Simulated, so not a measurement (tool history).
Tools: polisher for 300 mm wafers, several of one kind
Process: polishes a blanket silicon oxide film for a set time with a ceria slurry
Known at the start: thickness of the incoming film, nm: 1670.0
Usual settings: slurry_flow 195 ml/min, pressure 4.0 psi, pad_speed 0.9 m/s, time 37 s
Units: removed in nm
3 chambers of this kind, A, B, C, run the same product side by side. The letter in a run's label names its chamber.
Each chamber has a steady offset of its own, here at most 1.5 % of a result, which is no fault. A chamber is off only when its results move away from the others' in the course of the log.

| run | day | slurry_flow | pressure | pad_speed | time | removed |
|---|---|---|---|---|---|---|
| 1A | 0.550 | 195 | 4.0 | 0.9 | 37 | 171.740 |
| 2C | 1.167 | 195 | 4.0 | 0.9 | 37 | 171.230 |
|  | 1.229 | chamber C: worn pad replaced by a new one |
|  | 1.492 | chamber B: worn pad replaced by a new one |
| 3B | 1.529 | 195 | 4.0 | 0.9 | 37 | 174.550 |
| 4C | 1.917 | 195 | 4.0 | 0.9 | 37 | 171.110 |
| 5B | 2.496 | 195 | 4.0 | 0.9 | 37 | 174.800 |
|  | 2.688 | chamber A: worn pad replaced by a new one |
| 6A | 2.838 | 195 | 4.0 | 0.9 | 37 | 172.640 |
| 7B | 3.504 | 195 | 4.0 | 0.9 | 37 | 174.090 |
|  | 3.762 | chamber B: slurry nozzle cleaned |
| 8A | 3.867 | 195 | 4.0 | 0.9 | 37 | 170.520 |
| 9C | 4.192 | 195 | 4.0 | 0.9 | 37 | 170.680 |
| 10C | 4.708 | 195 | 4.0 | 0.9 | 37 | 168.290 |
|  | 5.029 | chamber C: worn pad replaced by a new one |
| 11A | 5.242 | 155 | 4.0 | 0.9 | 37 | 164.690 |
|  | 5.371 | chamber B: worn pad replaced by a new one |
| 12B | 5.788 | 155 | 4.0 | 0.9 | 37 | 167.030 |
|  | 5.938 | chamber A: worn pad replaced by a new one |
| 13A | 6.162 | 155 | 4.0 | 0.9 | 37 | 164.140 |
| 14B | 6.696 | 195 | 2.9 | 0.9 | 28 | 96.985 |
|  | 6.779 | chamber A: slurry nozzle cleaned |
| 15C | 7.212 | 195 | 2.9 | 0.9 | 28 | 92.667 |
| 16B | 7.833 | 195 | 2.9 | 0.9 | 28 | 94.969 |
| 17A | 8.329 | 195 | 4.0 | 0.9 | 37 | 171.050 |
|  | 8.667 | chamber C: worn pad replaced by a new one |
|  | 8.771 | chamber B: worn pad replaced by a new one |
| 18C | 8.921 | 195 | 4.0 | 0.9 | 37 | 169.070 |
| 19C | 9.538 | 195 | 4.0 | 0.9 | 37 | 168.400 |
|  | 9.654 | chamber A: worn pad replaced by a new one |
| 20B | 9.912 | 195 | 4.0 | 0.9 | 37 | 175.460 |
| 21A | 10.567 | 195 | 4.0 | 0.9 | 37 | 170.760 |
| 22A | 10.888 | 195 | 4.0 | 0.9 | 37 | 172.230 |
| 23B | 11.458 | 195 | 4.0 | 0.9 | 37 | 175.220 |
|  | 11.946 | chamber C: worn pad replaced by a new one |
| 24C | 11.950 | 195 | 4.0 | 0.9 | 37 | 166.180 |
| 25C | 12.583 | 195 | 4.0 | 0.9 | 37 | 168.210 |
|  | 12.721 | chamber A: worn pad replaced by a new one |
|  | 12.767 | chamber B: worn pad replaced by a new one |
| 26A | 13.242 | 195 | 4.0 | 0.9 | 37 | 169.180 |
| 27B | 13.812 | 195 | 4.0 | 0.9 | 37 | 174.490 |
| 28A | 14.483 | 195 | 4.0 | 0.9 | 37 | 169.730 |
| 29C | 14.908 | 195 | 4.0 | 0.9 | 37 | 165.820 |
|  | 15.142 | chamber C: worn pad replaced by a new one |
| 30B | 15.308 | 195 | 4.0 | 0.9 | 37 | 172.000 |
| 31B | 15.838 | 195 | 4.0 | 0.9 | 37 | 175.290 |
| 32A | 16.200 | 195 | 4.0 | 0.9 | 37 | 170.450 |
|  | 16.425 | chamber B: worn pad replaced by a new one |
|  | 16.483 | chamber A: worn pad replaced by a new one |
| 33C | 16.504 | 195 | 4.0 | 0.9 | 37 | 162.680 |
| 34B | 17.000 | 195 | 4.0 | 0.9 | 37 | 174.560 |
| 35A | 17.542 | 195 | 4.0 | 0.9 | 37 | 170.430 |

Is one chamber off against the others, does the gauge drift, or is nothing wrong? If a chamber is off, say which, and what the likeliest cause is.

Chamber C drifts away from the others.
Cause: head's pressure below its setpoint, % = 4.49.
The log may not tell that from: slurry flow missing at the pad, %.

Here are 4 candidates for chamber C's next run, each the usual settings with a change, their results left as question marks. Which one brings its results back in line with what the others give on the usual settings?
In line means no further than this from the other chambers' mean on the usual settings: removed 4.800 nm
| 36C-1 | 18.029 | 195 | 4.0 | 0.86 | 35 | ? |
| 36C-2 | 18.029 | 195 | 4.0 | 0.90 | 39 | ? |
| 36C-3 | 18.029 | 195 | 4.1 | 0.94 | 38 | ? |
| 36C-4 | 18.029 | 195 | 3.9 | 0.90 | 36 | ? |

The other chambers' mean on the usual settings: removed 172.090 nm
| run | removed |
|---|---|
| 36C-1 | 147.720 |
| 36C-2 | 172.140 |
| 36C-3 | 179.480 |
| 36C-4 | 154.900 |
36C-2 brings the chamber back in line.
